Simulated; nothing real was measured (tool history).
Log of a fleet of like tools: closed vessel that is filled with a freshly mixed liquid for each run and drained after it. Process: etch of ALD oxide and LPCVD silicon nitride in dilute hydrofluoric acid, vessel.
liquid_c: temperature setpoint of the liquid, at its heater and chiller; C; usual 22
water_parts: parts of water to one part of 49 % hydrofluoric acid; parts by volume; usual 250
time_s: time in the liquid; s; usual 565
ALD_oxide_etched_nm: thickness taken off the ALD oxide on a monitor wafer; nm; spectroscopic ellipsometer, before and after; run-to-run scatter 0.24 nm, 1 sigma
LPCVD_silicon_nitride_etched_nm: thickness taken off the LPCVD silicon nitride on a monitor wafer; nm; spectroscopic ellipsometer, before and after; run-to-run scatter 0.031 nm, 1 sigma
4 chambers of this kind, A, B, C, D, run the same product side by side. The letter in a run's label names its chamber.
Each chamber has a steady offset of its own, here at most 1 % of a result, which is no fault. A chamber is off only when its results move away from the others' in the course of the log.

run,hour,liquid_c,water_parts,time_s,hours since the thermometer was replaced,hours since the hydrofluoric acid flow meter was replaced,"read-back film thickness of the ALD oxide reference wafer, read on the same gauge (nm)","read-back film thickness of the LPCVD silicon nitride reference wafer, read on the same gauge (nm)",ALD_oxide_etched_nm,LPCVD_silicon_nitride_etched_nm
1D,8.8,22,250,565,2042.6,379.9,29.993,100.01,38.111,1.0295
2C,14,22,250,565,155.9,510.7,30.008,100.03,38.577,1.0053
3B,19.9,22,250,565,274.5,214.6,29.983,99.983,38.949,1.0623
4A,26.8,22,250,565,1236,789,29.992,99.996,38.683,1.0352
5A,32.9,17.5,250,565,1242.1,795.1,29.994,100.01,32.345,0.72647
6C,38.5,17.5,250,565,180.4,535.2,30.015,100.01,32.212,0.78269
7D,46.3,17.5,250,565,2080.1,417.4,29.978,100.01,31.735,0.72553
8B,53.2,17.5,250,565,307.8,247.9,30.01,100,32.454,0.77702
9D,57.5,22,250,565,2091.3,428.6,30.001,99.985,38.23,1.0465
10A,62.2,22,250,565,1271.4,824.4,30.007,99.99,38.367,1.0251
# hour 65.5: chamber D: thermometer replaced
11C,69.8,22,250,565,211.7,566.5,30.006,100,37.932,1.0046
12B,79,22,250,565,333.6,273.7,30.009,100.01,38.622,1.0396
13D,88.4,22,250,565,22.9,459.5,29.984,99.987,38.079,1.0236
14B,96.9,26,250,565,351.5,291.6,29.99,99.996,44.47,1.3109
15A,104.6,26,250,565,1313.8,866.8,29.996,100,44.817,1.3249
16C,110.3,26,250,565,252.2,607,30.016,99.978,43.02,1.2652
17B,116.6,26,250,565,371.2,311.3,29.994,100.03,44.934,1.2979
18D,123,22,250,565,57.5,494.1,29.99,100,38.068,1.0441
19C,131.3,22,250,390,273.2,628,30.003,99.995,25.78,0.6965
20A,138.8,22,250,390,1348,901,30.005,99.99,26.481,0.70268
21C,143.9,22,250,390,285.8,640.6,30.009,99.997,25.806,0.68515
22B,149.7,22,250,390,404.3,344.4,30.003,99.983,26.47,0.71247
23A,156.7,22,250,565,1365.9,918.9,29.994,100,38.368,1.0209
24D,164,22,250,565,98.5,535.1,30,99.989,37.678,0.99961
25B,168.4,22,205,565,423,363.1,30.006,99.999,49.265,1.3281
26C,176.5,22,205,565,318.4,673.2,30,100.02,46.755,1.193
27D,185.1,22,205,565,119.6,556.2,30.004,99.995,49.21,1.2389
28A,194.2,22,205,565,1403.4,956.4,30.01,99.997,49.682,1.2537
29A,199.8,22,250,565,1409,962,30.006,99.977,38.722,1.0184
30D,204.2,22,250,565,138.7,575.3,30,100.02,37.839,1.0385
31B,210.4,22,250,565,465,405.1,30.011,100.03,39.03,1.0952
32C,215.2,22,250,565,357.1,711.9,29.994,99.999,36.325,0.94631
33C,224.3,22,250,565,366.2,721,29.991,99.992,36.259,0.94128
34D,230.2,22,250,565,164.7,601.3,30.017,99.998,37.959,1.0282
35A,235.5,22,250,565,1444.7,997.7,29.987,100.02,38.429,1.038

Does one chamber stand apart from the rest, does the shared gauge drift, or is all well apart from small per-chamber offsets? Give the chamber and the most likely cause, where there is one.

It is chamber C that slowly wanders off from its peers.
What lies behind it: hydrofluoric acid flow below the setpoint (%) = 5.8.

Which of the 4 candidates below, each the usual settings with something changed and its results left as question marks, puts chamber C back in line with what the other chambers give on the usual settings?
Maximum distance from the other chambers' mean on the usual settings for a result to count as in line: ALD_oxide_etched_nm 0.84 nm; LPCVD_silicon_nitride_etched_nm 0.11 nm
36C-1,242.3,22,240,580,,,,,?,?
36C-2,242.3,22,260,550,,,,,?,?
36C-3,242.3,22,255,560,,,,,?,?
36C-4,242.3,22,245,570,,,,,?,?

The other chambers' mean on the usual settings: ALD_oxide_etched_nm 38.411 nm; LPCVD_silicon_nitride_etched_nm 1.0221 nm
run,ALD_oxide_etched_nm,LPCVD_silicon_nitride_etched_nm
36C-1,38.754,1.0455
36C-2,33.255,0.91706
36C-3,34.695,0.95156
36C-4,37.122,1.007
The answer is 36C-1, which returns the chamber to within the allowed miss of the others.
